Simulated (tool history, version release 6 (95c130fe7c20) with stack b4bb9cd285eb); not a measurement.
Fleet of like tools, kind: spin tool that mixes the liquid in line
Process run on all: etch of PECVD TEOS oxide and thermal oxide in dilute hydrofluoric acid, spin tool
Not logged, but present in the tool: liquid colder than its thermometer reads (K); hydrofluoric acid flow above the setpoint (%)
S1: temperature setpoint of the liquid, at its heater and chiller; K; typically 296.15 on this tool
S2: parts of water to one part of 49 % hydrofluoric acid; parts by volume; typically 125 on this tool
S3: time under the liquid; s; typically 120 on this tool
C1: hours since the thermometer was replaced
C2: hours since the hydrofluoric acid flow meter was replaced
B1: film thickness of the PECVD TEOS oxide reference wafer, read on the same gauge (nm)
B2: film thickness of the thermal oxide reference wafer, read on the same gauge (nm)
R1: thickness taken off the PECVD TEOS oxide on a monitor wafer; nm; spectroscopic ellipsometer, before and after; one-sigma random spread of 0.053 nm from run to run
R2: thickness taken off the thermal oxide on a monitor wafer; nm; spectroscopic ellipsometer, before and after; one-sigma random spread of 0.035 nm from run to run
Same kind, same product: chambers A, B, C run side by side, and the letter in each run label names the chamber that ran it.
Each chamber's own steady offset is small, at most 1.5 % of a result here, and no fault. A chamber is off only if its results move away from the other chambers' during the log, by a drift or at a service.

run    day      S1   S2   S3      C1     C2      B1      B2       R1      R2
 1A  0.246  296.15  125  120   952.6  684.2  119.98  150.00   7.7714  4.2282
 2B  0.429  296.15  125  120   675.7   97.0  120.00  150.01   7.6967  4.2374
 3C  0.675  296.15  125  120   279.3  309.0  120.00  149.98   7.6412  4.1735
 4C  0.850  296.15  125  120   283.5  313.2  120.00  150.01   7.7138  4.2304
 5B  1.162  296.15  125  120   693.3  114.6  119.99  150.01   7.6082  4.1714
 6A  1.412  296.15  125  120   980.6  712.2  120.00  150.00   7.9022  4.2715
 7A  1.750  296.15  125  120   988.7  720.3  120.02  150.01   7.8695  4.2354
 8C  2.092  296.15  125  120   313.3  343.0  120.00  150.00   7.6131  4.2270
 9B  2.325  296.15  125  120   721.2  142.5  119.99  150.00   7.6591  4.2781
10A  2.638  296.15  125  120  1010.0  741.6  120.00  149.99   8.0320  4.3145
11C  2.933  296.15  125  120   333.5  363.2  120.00  150.01   7.6934  4.2279
12B  3.096  296.15  125  120   739.7  161.0  120.00  149.99   7.6292  4.2281
13B  3.262  292.65  125  120   743.7  165.0  120.00  150.01   6.7197  3.6965
14A  3.496  292.65  125  120  1030.6  762.2  120.00  150.01   6.9605  3.7934
15C  3.812  292.65  125  120   354.6  384.3  120.00  150.00   6.7534  3.6598
16B  4.012  296.15  100  150   761.7  183.0  119.98  150.01  12.2640  6.7499
17A  4.300  296.15  100  150  1049.9  781.5  120.00  150.04  12.9860  7.0743
18C  4.467  296.15  100  150   370.3  400.0  119.98  150.01  12.2170  6.7276
19A  4.725  294.15  125  120  1060.1  791.7  119.98  149.99   7.5481  4.0999
20C  4.896  294.15  125  120   380.6  410.3  120.00  149.98   7.1701  3.9591
21B  5.229  294.15  125  120   790.9  212.2  120.00  150.00   7.0999  3.8647
22C  5.479  296.15  125  120   394.6  424.3  119.99  150.01   7.7143  4.2320
23A  5.800  296.15  125  120  1085.9  817.5  119.97  150.02   8.2577  4.4964
24B  6.079  296.15  125  120   811.3  232.6  120.00  149.98   7.7112  4.1812
25B  6.379  296.15  125  120   818.5  239.8  119.98  149.98   7.6967  4.2055
26C  6.579  296.15  125  120   421.0  450.7  119.99  150.01   7.7168  4.1927
27A  6.900  296.15  125  120  1112.3  843.9  119.99  149.99   8.5111  4.5596
28C  7.138  296.15  125  120   434.4  464.1  120.00  150.01   7.7665  4.2652

Next, all 3 chambers run the settings below, one line each with question marks for the results. What does each chamber give?
29A  7.396  296.15  125  120                   ?   ?
29B  7.396  296.15  125  120                   ?   ?
29C  7.396  296.15  125  120                   ?   ?

run      R1      R2
29A  8.3632  4.5966
29B  7.7230  4.2205
29C  7.6503  4.2463
